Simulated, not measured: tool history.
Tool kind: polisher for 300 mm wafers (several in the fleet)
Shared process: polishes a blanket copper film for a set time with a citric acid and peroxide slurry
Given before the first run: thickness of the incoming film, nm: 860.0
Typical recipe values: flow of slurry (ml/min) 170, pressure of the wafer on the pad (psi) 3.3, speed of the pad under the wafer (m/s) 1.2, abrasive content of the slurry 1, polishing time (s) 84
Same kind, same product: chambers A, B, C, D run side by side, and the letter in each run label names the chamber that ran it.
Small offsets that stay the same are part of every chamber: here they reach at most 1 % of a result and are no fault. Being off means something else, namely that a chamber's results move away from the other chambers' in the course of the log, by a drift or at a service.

| run | hour | flow of slurry (ml/min) | pressure of the wafer on the pad (psi) | speed of the pad under the wafer (m/s) | abrasive content of the slurry | polishing time (s) | film removed (nm) |
|---|---|---|---|---|---|---|---|
|  | 0.6 | chamber D: head pressure recalibrated |
|  | 7.5 | chamber B: worn pad replaced by a new one |
| 1A | 8.1 | 170 | 3.3 | 1.2 | 1 | 84 | 286.21 |
|  | 12.1 | chamber A: slurry blender recalibrated |
| 2B | 13.7 | 170 | 3.3 | 1.2 | 1 | 84 | 286.02 |
|  | 14.1 | chamber A: worn pad replaced by a new one |
| 3C | 21.3 | 170 | 3.3 | 1.2 | 1 | 84 | 289.44 |
|  | 26 | chamber C: worn pad replaced by a new one |
| 4D | 31.7 | 170 | 3.3 | 1.2 | 1 | 84 | 282.06 |
| 5D | 41.1 | 170 | 3.7 | 1.2 | 0.85 | 84 | 301.56 |
|  | 43.8 | chamber D: worn pad replaced by a new one |
| 6C | 47.4 | 170 | 3.7 | 1.2 | 0.85 | 84 | 308.38 |
|  | 51.7 | chamber C: slurry nozzle cleaned |
| 7B | 53.4 | 170 | 3.7 | 1.2 | 0.85 | 84 | 308.49 |
| 8A | 61.7 | 170 | 3.7 | 1.2 | 0.85 | 84 | 311.03 |
| 9A | 72.3 | 170 | 3.3 | 1.2 | 1 | 84 | 279.72 |
| 10B | 79.2 | 170 | 3.3 | 1.2 | 1 | 84 | 291.68 |
|  | 81.9 | chamber C: slurry blender recalibrated |
| 11C | 84.3 | 170 | 3.3 | 1.2 | 1 | 84 | 294.26 |
| 12D | 91.8 | 170 | 3.3 | 1.2 | 1 | 84 | 277.82 |
|  | 94 | chamber B: slurry nozzle cleaned |
|  | 96.5 | chamber D: worn pad replaced by a new one |
| 13D | 97.4 | 170 | 3.3 | 1.2 | 1 | 84 | 284.77 |
| 14C | 106.4 | 170 | 3.3 | 1.2 | 1 | 84 | 291.08 |
|  | 113.1 | chamber D: slurry blender recalibrated |
| 15A | 116.6 | 170 | 3.3 | 1.2 | 1 | 84 | 286.29 |
| 16B | 123.4 | 170 | 3.3 | 1.2 | 1 | 84 | 292.76 |
|  | 124.3 | chamber A: slurry nozzle cleaned |
| 17B | 129.6 | 170 | 3.3 | 0.82 | 1.25 | 84 | 203.41 |
|  | 130.3 | chamber B: head pressure recalibrated |
|  | 136.5 | chamber B: slurry blender recalibrated |
|  | 138.5 | chamber A: head pressure recalibrated |
| 18A | 139.5 | 170 | 3.3 | 0.82 | 1.25 | 84 | 206.18 |
| 19C | 144.4 | 170 | 3.3 | 0.82 | 1.25 | 84 | 210.06 |
|  | 147.2 | chamber B: worn pad replaced by a new one |
|  | 150.1 | chamber D: worn pad replaced by a new one |
| 20D | 154.9 | 170 | 3.3 | 0.82 | 1.25 | 84 | 195.7 |
|  | 156 | chamber C: worn pad replaced by a new one |
| 21A | 160.1 | 170 | 3.3 | 1.2 | 1 | 84 | 282.74 |
|  | 166.8 | chamber A: worn pad replaced by a new one |
| 22D | 168.1 | 170 | 3.3 | 1.2 | 1 | 84 | 271.62 |
| 23C | 179 | 170 | 3.3 | 1.2 | 1 | 84 | 289.22 |
| 24B | 187.5 | 170 | 3.3 | 1.2 | 1 | 84 | 294.24 |
| 25C | 195.5 | 170 | 3.3 | 1.2 | 1 | 84 | 288.04 |
| 26D | 200.9 | 170 | 3.3 | 1.2 | 1 | 84 | 270.29 |
|  | 209.6 | chamber D: worn pad replaced by a new one |
| 27A | 209.8 | 170 | 4.2 | 1.2 | 1 | 84 | 367.08 |
|  | 214.7 | chamber A: slurry blender recalibrated |
| 28B | 216.2 | 170 | 4.2 | 1.2 | 1 | 84 | 365.77 |
| 29D | 222.5 | 170 | 4.2 | 1.2 | 1 | 84 | 338.89 |
| 30B | 229.5 | 170 | 4.2 | 1.2 | 1 | 84 | 364.56 |
| 31C | 238.3 | 170 | 3.3 | 1.2 | 1 | 84 | 288.8 |
| 32A | 246.7 | 170 | 3.3 | 1.2 | 0.75 | 105 | 335.77 |
| 33C | 253.5 | 170 | 3.3 | 1.2 | 0.75 | 105 | 339.15 |
| 34D | 259.6 | 170 | 3.3 | 1.2 | 0.75 | 105 | 311.69 |
|  | 261.2 | chamber C: worn pad replaced by a new one |
|  | 261.4 | chamber B: worn pad replaced by a new one |
|  | 261.4 | chamber D: worn pad replaced by a new one |
| 35A | 270.3 | 170 | 3.3 | 1.2 | 0.75 | 105 | 341.52 |
| 36B | 276.4 | 170 | 3.3 | 1.2 | 1 | 84 | 290.84 |
| 37D | 287.3 | 170 | 3.3 | 1.2 | 1 | 84 | 256.87 |
| 38C | 292.3 | 170 | 3.3 | 1.2 | 1.25 | 84 | 299.12 |
|  | 295.1 | chamber A: worn pad replaced by a new one |
|  | 296.1 | chamber B: slurry nozzle cleaned |
| 39B | 298 | 170 | 3.3 | 1.2 | 1.25 | 84 | 301.69 |
| 40A | 303.8 | 170 | 3.3 | 1.2 | 1.25 | 84 | 303.36 |

All 4 chambers run these settings next. Forecast each chamber's results:
| 41A | 312.1 | 170 | 3.3 | 1.2 | 1 | 84 | ? |
| 41B | 312.1 | 170 | 3.3 | 1.2 | 1 | 84 | ? |
| 41C | 312.1 | 170 | 3.3 | 1.2 | 1 | 84 | ? |
| 41D | 312.1 | 170 | 3.3 | 1.2 | 1 | 84 | ? |

| run | film removed (nm) |
|---|---|
| 41A | 285.11 |
| 41B | 291.18 |
| 41C | 284.94 |
| 41D | 257.22 |
